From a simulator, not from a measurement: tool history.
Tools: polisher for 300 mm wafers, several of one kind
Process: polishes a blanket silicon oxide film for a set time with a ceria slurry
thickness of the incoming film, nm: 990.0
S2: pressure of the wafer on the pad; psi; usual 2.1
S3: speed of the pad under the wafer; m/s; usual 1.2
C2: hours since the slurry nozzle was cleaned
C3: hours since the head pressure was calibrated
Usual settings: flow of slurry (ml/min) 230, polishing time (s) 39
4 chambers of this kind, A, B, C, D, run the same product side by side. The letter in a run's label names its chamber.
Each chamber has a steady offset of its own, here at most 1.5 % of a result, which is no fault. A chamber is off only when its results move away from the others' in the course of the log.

{"hour": 9.4, "done": "chamber D: worn pad replaced by a new one"}
{"run": "1B", "hour": 9.7, "flow of slurry (ml/min)": 230, "S2": 2.1, "S3": 1.2, "polishing time (s)": 39, "wafers polished on this pad": 428, "C2": 394.1, "C3": 100.4, "film removed (nm)": 112.25}
{"hour": 13.5, "done": "chamber C: worn pad replaced by a new one"}
{"hour": 16.7, "done": "chamber C: slurry nozzle cleaned"}
{"run": "2A", "hour": 19.7, "flow of slurry (ml/min)": 230, "S2": 2.1, "S3": 1.2, "polishing time (s)": 39, "wafers polished on this pad": 715, "C2": 151.5, "C3": 980.7, "film removed (nm)": 114.33}
{"hour": 24.8, "done": "chamber A: worn pad replaced by a new one"}
{"run": "3C", "hour": 28.9, "flow of slurry (ml/min)": 230, "S2": 2.1, "S3": 1.2, "polishing time (s)": 39, "wafers polished on this pad": 228, "C2": 12.2, "C3": 221.3, "film removed (nm)": 113.08}
{"run": "4D", "hour": 33.9, "flow of slurry (ml/min)": 230, "S2": 2.1, "S3": 1.2, "polishing time (s)": 39, "wafers polished on this pad": 363, "C2": 230.5, "C3": 45, "film removed (nm)": 112.47}
{"run": "5B", "hour": 43.8, "flow of slurry (ml/min)": 230, "S2": 2.1, "S3": 1.2, "polishing time (s)": 39, "wafers polished on this pad": 932, "C2": 428.2, "C3": 134.5, "film removed (nm)": 110.78}
{"run": "6A", "hour": 52.8, "flow of slurry (ml/min)": 230, "S2": 2.1, "S3": 1.2, "polishing time (s)": 39, "wafers polished on this pad": 414, "C2": 184.6, "C3": 1013.8, "film removed (nm)": 112.81}
{"hour": 60.5, "done": "chamber B: worn pad replaced by a new one"}
{"run": "7C", "hour": 60.7, "flow of slurry (ml/min)": 230, "S2": 2.1, "S3": 1.2, "polishing time (s)": 39, "wafers polished on this pad": 698, "C2": 44, "C3": 253.1, "film removed (nm)": 112.07}
{"run": "8D", "hour": 69.3, "flow of slurry (ml/min)": 230, "S2": 2.1, "S3": 1.2, "polishing time (s)": 39, "wafers polished on this pad": 886, "C2": 265.9, "C3": 80.4, "film removed (nm)": 109.21}
{"run": "9B", "hour": 77.2, "flow of slurry (ml/min)": 230, "S2": 2.1, "S3": 1.2, "polishing time (s)": 39, "wafers polished on this pad": 247, "C2": 461.6, "C3": 167.9, "film removed (nm)": 113}
{"hour": 81.3, "done": "chamber C: worn pad replaced by a new one"}
{"run": "10A", "hour": 84.9, "flow of slurry (ml/min)": 230, "S2": 2.5, "S3": 1.2, "polishing time (s)": 39, "wafers polished on this pad": 888, "C2": 216.7, "C3": 1045.9, "film removed (nm)": 136.74}
{"run": "11C", "hour": 90.2, "flow of slurry (ml/min)": 230, "S2": 2.5, "S3": 1.2, "polishing time (s)": 39, "wafers polished on this pad": 131, "C2": 73.5, "C3": 282.6, "film removed (nm)": 133.91}
{"hour": 92.9, "done": "chamber A: worn pad replaced by a new one"}
{"hour": 95.4, "done": "chamber A: head pressure recalibrated"}
{"run": "12D", "hour": 96.0, "flow of slurry (ml/min)": 230, "S2": 2.5, "S3": 1.2, "polishing time (s)": 39, "wafers polished on this pad": 1280, "C2": 292.6, "C3": 107.1, "film removed (nm)": 132.25}
{"hour": 97.2, "done": "chamber D: worn pad replaced by a new one"}
{"run": "13B", "hour": 103.7, "flow of slurry (ml/min)": 230, "S2": 2.5, "S3": 1.2, "polishing time (s)": 39, "wafers polished on this pad": 638, "C2": 488.1, "C3": 194.4, "film removed (nm)": 131.79}
{"run": "14D", "hour": 109.8, "flow of slurry (ml/min)": 230, "S2": 2.1, "S3": 1.2, "polishing time (s)": 39, "wafers polished on this pad": 186, "C2": 306.4, "C3": 120.9, "film removed (nm)": 112.92}
{"run": "15A", "hour": 118.4, "flow of slurry (ml/min)": 230, "S2": 2.1, "S3": 1.2, "polishing time (s)": 39, "wafers polished on this pad": 377, "C2": 250.2, "C3": 23, "film removed (nm)": 113.92}
{"run": "16C", "hour": 125.8, "flow of slurry (ml/min)": 230, "S2": 2.4, "S3": 1.2, "polishing time (s)": 30, "wafers polished on this pad": 657, "C2": 109.1, "C3": 318.2, "film removed (nm)": 101.77}
{"hour": 131.6, "done": "chamber A: slurry nozzle cleaned"}
{"run": "17D", "hour": 134.2, "flow of slurry (ml/min)": 230, "S2": 2.4, "S3": 1.2, "polishing time (s)": 30, "wafers polished on this pad": 547, "C2": 330.8, "C3": 145.3, "film removed (nm)": 96.779}
{"hour": 136.6, "done": "chamber B: worn pad replaced by a new one"}
{"run": "18A", "hour": 138.8, "flow of slurry (ml/min)": 230, "S2": 2.4, "S3": 1.2, "polishing time (s)": 30, "wafers polished on this pad": 678, "C2": 7.3, "C3": 43.4, "film removed (nm)": 98.895}
{"hour": 140.7, "done": "chamber C: worn pad replaced by a new one"}
{"run": "19B", "hour": 147.2, "flow of slurry (ml/min)": 230, "S2": 2.4, "S3": 1.2, "polishing time (s)": 30, "wafers polished on this pad": 156, "C2": 531.6, "C3": 237.9, "film removed (nm)": 99.625}
{"hour": 149.0, "done": "chamber A: worn pad replaced by a new one"}
{"run": "20C", "hour": 152.9, "flow of slurry (ml/min)": 230, "S2": 2.1, "S3": 1.2, "polishing time (s)": 39, "wafers polished on this pad": 181, "C2": 136.2, "C3": 345.3, "film removed (nm)": 116.38}
{"run": "21D", "hour": 162.0, "flow of slurry (ml/min)": 230, "S2": 2.1, "S3": 1.46, "polishing time (s)": 39, "wafers polished on this pad": 957, "C2": 358.6, "C3": 173.1, "film removed (nm)": 135.68}
{"run": "22A", "hour": 170.4, "flow of slurry (ml/min)": 230, "S2": 2.1, "S3": 1.46, "polishing time (s)": 39, "wafers polished on this pad": 317, "C2": 38.9, "C3": 75, "film removed (nm)": 138.18}
{"run": "23B", "hour": 176.4, "flow of slurry (ml/min)": 230, "S2": 2.1, "S3": 1.46, "polishing time (s)": 39, "wafers polished on this pad": 588, "C2": 560.8, "C3": 267.1, "film removed (nm)": 136.89}
{"run": "24C", "hour": 182.5, "flow of slurry (ml/min)": 230, "S2": 2.1, "S3": 1.46, "polishing time (s)": 39, "wafers polished on this pad": 618, "C2": 165.8, "C3": 374.9, "film removed (nm)": 142}
{"hour": 187.0, "done": "chamber D: worn pad replaced by a new one"}
{"run": "25B", "hour": 190.5, "flow of slurry (ml/min)": 230, "S2": 2.1, "S3": 1.2, "polishing time (s)": 39, "wafers polished on this pad": 796, "C2": 574.9, "C3": 281.2, "film removed (nm)": 111.89}
{"hour": 199.5, "done": "chamber C: worn pad replaced by a new one"}
{"run": "26C", "hour": 200.4, "flow of slurry (ml/min)": 230, "S2": 2.1, "S3": 1.2, "polishing time (s)": 39, "wafers polished on this pad": 14, "C2": 183.7, "C3": 392.8, "film removed (nm)": 117.92}
{"run": "27D", "hour": 207.3, "flow of slurry (ml/min)": 230, "S2": 2.1, "S3": 1.2, "polishing time (s)": 39, "wafers polished on this pad": 300, "C2": 403.9, "C3": 218.4, "film removed (nm)": 112.59}
{"hour": 213.5, "done": "chamber B: worn pad replaced by a new one"}
{"hour": 216.0, "done": "chamber A: worn pad replaced by a new one"}
{"run": "28A", "hour": 216.3, "flow of slurry (ml/min)": 230, "S2": 2.1, "S3": 1.2, "polishing time (s)": 39, "wafers polished on this pad": 5, "C2": 84.8, "C3": 120.9, "film removed (nm)": 112.65}
{"run": "29D", "hour": 224.6, "flow of slurry (ml/min)": 230, "S2": 2.1, "S3": 1.32, "polishing time (s)": 46, "wafers polished on this pad": 555, "C2": 421.2, "C3": 235.7, "film removed (nm)": 144.51}
{"run": "30C", "hour": 231.9, "flow of slurry (ml/min)": 230, "S2": 2.1, "S3": 1.32, "polishing time (s)": 46, "wafers polished on this pad": 479, "C2": 215.2, "C3": 424.3, "film removed (nm)": 156.37}
{"run": "31B", "hour": 238.5, "flow of slurry (ml/min)": 230, "S2": 2.1, "S3": 1.32, "polishing time (s)": 46, "wafers polished on this pad": 369, "C2": 622.9, "C3": 329.2, "film removed (nm)": 143.11}
{"run": "32A", "hour": 244.0, "flow of slurry (ml/min)": 230, "S2": 2.1, "S3": 1.32, "polishing time (s)": 46, "wafers polished on this pad": 415, "C2": 112.5, "C3": 148.6, "film removed (nm)": 145.37}
{"run": "33A", "hour": 249.0, "flow of slurry (ml/min)": 230, "S2": 2.1, "S3": 1.2, "polishing time (s)": 39, "wafers polished on this pad": 488, "C2": 117.5, "C3": 153.6, "film removed (nm)": 114.67}
{"hour": 255.2, "done": "chamber C: worn pad replaced by a new one"}
{"run": "34D", "hour": 257.2, "flow of slurry (ml/min)": 230, "S2": 2.1, "S3": 1.2, "polishing time (s)": 39, "wafers polished on this pad": 1037, "C2": 453.8, "C3": 268.3, "film removed (nm)": 110.84}
{"hour": 261.8, "done": "chamber D: worn pad replaced by a new one"}
{"run": "35C", "hour": 265.8, "flow of slurry (ml/min)": 230, "S2": 2.1, "S3": 1.2, "polishing time (s)": 39, "wafers polished on this pad": 156, "C2": 249.1, "C3": 458.2, "film removed (nm)": 122.64}
{"run": "36B", "hour": 274.3, "flow of slurry (ml/min)": 230, "S2": 2.1, "S3": 1.2, "polishing time (s)": 39, "wafers polished on this pad": 898, "C2": 658.7, "C3": 365, "film removed (nm)": 112.15}
{"run": "37B", "hour": 282.1, "flow of slurry (ml/min)": 230, "S2": 2.1, "S3": 1.2, "polishing time (s)": 39, "wafers polished on this pad": 1013, "C2": 666.5, "C3": 372.8, "film removed (nm)": 113.25}
{"hour": 283.3, "done": "chamber A: worn pad replaced by a new one"}
{"run": "38C", "hour": 290.1, "flow of slurry (ml/min)": 230, "S2": 2.1, "S3": 1.2, "polishing time (s)": 39, "wafers polished on this pad": 515, "C2": 273.4, "C3": 482.5, "film removed (nm)": 123.51}
{"run": "39A", "hour": 294.9, "flow of slurry (ml/min)": 230, "S2": 2.1, "S3": 1.2, "polishing time (s)": 39, "wafers polished on this pad": 171, "C2": 163.4, "C3": 199.5, "film removed (nm)": 113.13}
{"run": "40D", "hour": 301.4, "flow of slurry (ml/min)": 230, "S2": 2.1, "S3": 1.2, "polishing time (s)": 39, "wafers polished on this pad": 585, "C2": 498, "C3": 312.5, "film removed (nm)": 111.25}

What goes on in this fleet: one chamber off, a drifting gauge, or nothing beyond the chambers' own small offsets? Name the chamber and the cause, if any.

Chamber C drifts away from the others.
Cause: head's pressure above its setpoint, % = 8.42.

Here are 4 candidates for chamber C's next run, each the usual settings with a change, their results left as question marks. Which one brings its results back in line with what the others give on the usual settings?
In line means no further than this from the other chambers' mean on the usual settings: film removed (nm) 3.4
{"run": "41C-1", "hour": 308.5, "flow of slurry (ml/min)": 230, "S2": 2, "S3": 1.14, "polishing time (s)": 37, "film removed (nm)": "?"}
{"run": "41C-2", "hour": 308.5, "flow of slurry (ml/min)": 235, "S2": 2.4, "S3": 1.2, "polishing time (s)": 39, "film removed (nm)": "?"}
{"run": "41C-3", "hour": 308.5, "flow of slurry (ml/min)": 230, "S2": 2.3, "S3": 1.2, "polishing time (s)": 39, "film removed (nm)": "?"}
{"run": "41C-4", "hour": 308.5, "flow of slurry (ml/min)": 230, "S2": 2, "S3": 1.14, "polishing time (s)": 39, "film removed (nm)": "?"}

The other chambers' mean on the usual settings: film removed (nm) 112.02
run=41C-1 film_removed_(nm)=105.57
run=41C-2 film_removed_(nm)=141.23
run=41C-3 film_removed_(nm)=134.93
run=41C-4 film_removed_(nm)=111.27
41C-4 brings the chamber back in line.

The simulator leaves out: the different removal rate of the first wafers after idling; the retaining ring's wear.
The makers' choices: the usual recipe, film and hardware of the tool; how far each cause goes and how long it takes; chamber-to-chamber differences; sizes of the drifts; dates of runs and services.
